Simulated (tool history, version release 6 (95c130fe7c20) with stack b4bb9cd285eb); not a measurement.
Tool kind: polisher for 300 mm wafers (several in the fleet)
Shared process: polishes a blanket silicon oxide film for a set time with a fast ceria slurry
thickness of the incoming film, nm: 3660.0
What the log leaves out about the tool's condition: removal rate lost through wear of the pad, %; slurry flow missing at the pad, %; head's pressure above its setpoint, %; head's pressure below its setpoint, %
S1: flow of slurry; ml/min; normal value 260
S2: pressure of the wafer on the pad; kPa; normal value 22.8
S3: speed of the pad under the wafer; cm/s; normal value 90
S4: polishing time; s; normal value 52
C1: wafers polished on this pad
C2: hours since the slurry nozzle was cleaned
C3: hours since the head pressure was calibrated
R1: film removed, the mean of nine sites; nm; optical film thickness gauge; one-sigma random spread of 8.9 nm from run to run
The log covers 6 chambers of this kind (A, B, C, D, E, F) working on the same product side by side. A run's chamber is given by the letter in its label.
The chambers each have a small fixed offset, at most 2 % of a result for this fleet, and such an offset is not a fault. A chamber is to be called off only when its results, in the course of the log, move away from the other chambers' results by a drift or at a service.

Run 1D, hour 6.9: usual settings; C1 554; C2 364.6; C3 517.8. Result: R1 1042.8 nm.
Run 2F, hour 10.9: usual settings; C1 362; C2 140.6; C3 238.9. Result: R1 1061.8 nm.
Run 3E, hour 16.4: usual settings; C1 857; C2 75.9; C3 281. Result: R1 1048.6 nm.
Run 4A, hour 20.5: usual settings; C1 371; C2 469.4; C3 438.4. Result: R1 1084.1 nm.
At hour 25.4: chamber E: worn pad replaced by a new one.
Run 5C, hour 25.8: usual settings; C1 935; C2 124; C3 951.6. Result: R1 1058.2 nm.
Run 6B, hour 31.7: usual settings; C1 919; C2 144.9; C3 514.7. Result: R1 1046.9 nm.
At hour 37: chamber C: worn pad replaced by a new one.
Run 7A, hour 38.4: usual settings; C1 496; C2 487.3; C3 456.3. Result: R1 1076.6 nm.
Run 8D, hour 44.3: usual settings; C1 815; C2 402; C3 555.2. Result: R1 1047.1 nm.
Run 9F, hour 47.4: usual settings but S4 44 s; C1 616; C2 177.1; C3 275.4. Result: R1 903.79 nm.
Run 10E, hour 52.4: usual settings but S4 44 s; C1 188; C2 111.9; C3 317. Result: R1 892.56 nm.
At hour 58.8: chamber B: worn pad replaced by a new one.
Run 11B, hour 58.9: usual settings but S4 44 s; C1 1; C2 172.1; C3 541.9. Result: R1 903.03 nm.
At hour 59.7: chamber D: slurry nozzle cleaned.
At hour 61.6: chamber A: worn pad replaced by a new one.
Run 12C, hour 64.6: usual settings but S4 44 s; C1 192; C2 162.8; C3 990.4. Result: R1 884.98 nm.
Run 13F, hour 71.4: usual settings but S4 44 s; C1 784; C2 201.1; C3 299.4. Result: R1 903.61 nm.
Run 14A, hour 77.5: usual settings but S4 44 s; C1 111; C2 526.4; C3 495.4. Result: R1 908.41 nm.
At hour 82: chamber F: worn pad replaced by a new one.
Run 15C, hour 83.4: usual settings; C1 323; C2 181.6; C3 1009.2. Result: R1 1022.6 nm.
Run 16D, hour 87.9: usual settings but S1 285 ml/min; C1 1119; C2 28.3; C3 598.8. Result: R1 1067.7 nm.
Run 17B, hour 91.7: usual settings but S1 285 ml/min; C1 229; C2 204.9; C3 574.7. Result: R1 1077.2 nm.
Run 18E, hour 96.6: usual settings but S1 285 ml/min; C1 497; C2 156.1; C3 361.2. Result: R1 1075.7 nm.
Run 19D, hour 100.1: usual settings but S1 285 ml/min; C1 1204; C2 40.5; C3 611. Result: R1 1039.8 nm.
Run 20F, hour 103.9: usual settings but S1 285 ml/min; C1 153; C2 233.6; C3 331.9. Result: R1 1059.5 nm.
Run 21B, hour 110.4: usual settings but S1 285 ml/min; C1 360; C2 223.6; C3 593.4. Result: R1 1068.5 nm.
Run 22A, hour 116.7: usual settings; C1 384; C2 565.6; C3 534.6. Result: R1 1083.3 nm.
Run 23E, hour 122: usual settings; C1 674; C2 181.5; C3 386.6. Result: R1 1084.7 nm.
Run 24C, hour 125.5: usual settings; C1 617; C2 223.7; C3 1051.3. Result: R1 1044.7 nm.
At hour 130.2: chamber E: worn pad replaced by a new one.
Run 25F, hour 131.4: usual settings; C1 344; C2 261.1; C3 359.4. Result: R1 1059.2 nm.
At hour 132: chamber E: head pressure recalibrated.
At hour 132.1: chamber A: worn pad replaced by a new one.
Run 26E, hour 134.9: usual settings; C1 33; C2 194.4; C3 3. Result: R1 1047.3 nm.
At hour 137.9: chamber E: slurry nozzle cleaned.
At hour 138.5: chamber D: worn pad replaced by a new one.
Run 27C, hour 140.7: usual settings; C1 723; C2 238.9; C3 1066.5. Result: R1 1059.6 nm.
Run 28B, hour 146.3: usual settings; C1 610; C2 259.5; C3 629.3. Result: R1 1056.9 nm.
Run 29D, hour 150.2: usual settings; C1 82; C2 90.6; C3 661.1. Result: R1 1048.8 nm.
Run 30A, hour 155.2: usual settings; C1 161; C2 604.1; C3 573.1. Result: R1 1087 nm.
Run 31D, hour 158.8: usual settings; C1 142; C2 99.2; C3 669.7. Result: R1 1049.1 nm.
At hour 161.8: chamber B: slurry nozzle cleaned.
Run 32C, hour 165.7: usual settings but S1 215 ml/min, S2 26.2 kPa; C1 897; C2 263.9; C3 1091.5. Result: R1 1190.5 nm.
At hour 169: chamber C: head pressure recalibrated.
Run 33A, hour 169.8: usual settings but S1 215 ml/min, S2 26.2 kPa; C1 263; C2 618.7; C3 587.7. Result: R1 1216.9 nm.
Run 34B, hour 174.7: usual settings but S1 215 ml/min, S2 26.2 kPa; C1 808; C2 12.9; C3 657.7. Result: R1 1187.2 nm.
Run 35E, hour 178.8: usual settings but S1 215 ml/min, S2 26.2 kPa; C1 339; C2 41; C3 46.9. Result: R1 1211.5 nm.
Run 36F, hour 185.5: usual settings but S1 215 ml/min, S2 26.2 kPa; C1 722; C2 315.2; C3 413.5. Result: R1 1195.5 nm.
At hour 186.9: chamber F: worn pad replaced by a new one.
At hour 188.1: chamber C: worn pad replaced by a new one.
Run 37D, hour 191.6: usual settings but S1 215 ml/min, S2 26.2 kPa; C1 370; C2 132; C3 702.5. Result: R1 1194.2 nm.
Run 38B, hour 195.4: usual settings; C1 953; C2 33.6; C3 678.4. Result: R1 1053.7 nm.
At hour 197.3: chamber F: head pressure recalibrated.
Run 39F, hour 200.8: usual settings; C1 97; C2 330.5; C3 3.5. Result: R1 1042.1 nm.
Run 40C, hour 205.6: usual settings; C1 122; C2 303.8; C3 36.7. Result: R1 1058.8 nm.
Run 41A, hour 210: usual settings; C1 543; C2 658.9; C3 627.9. Result: R1 1066.5 nm.

Read the log: is a single chamber off, either drifting away or since a service, is the gauge that measures every chamber drifting, or is nothing wrong beyond small per-chamber offsets? Name any odd chamber and what most likely caused it.

The fleet is healthy, with each chamber sitting at its usual small offset and no drift in the gauge.
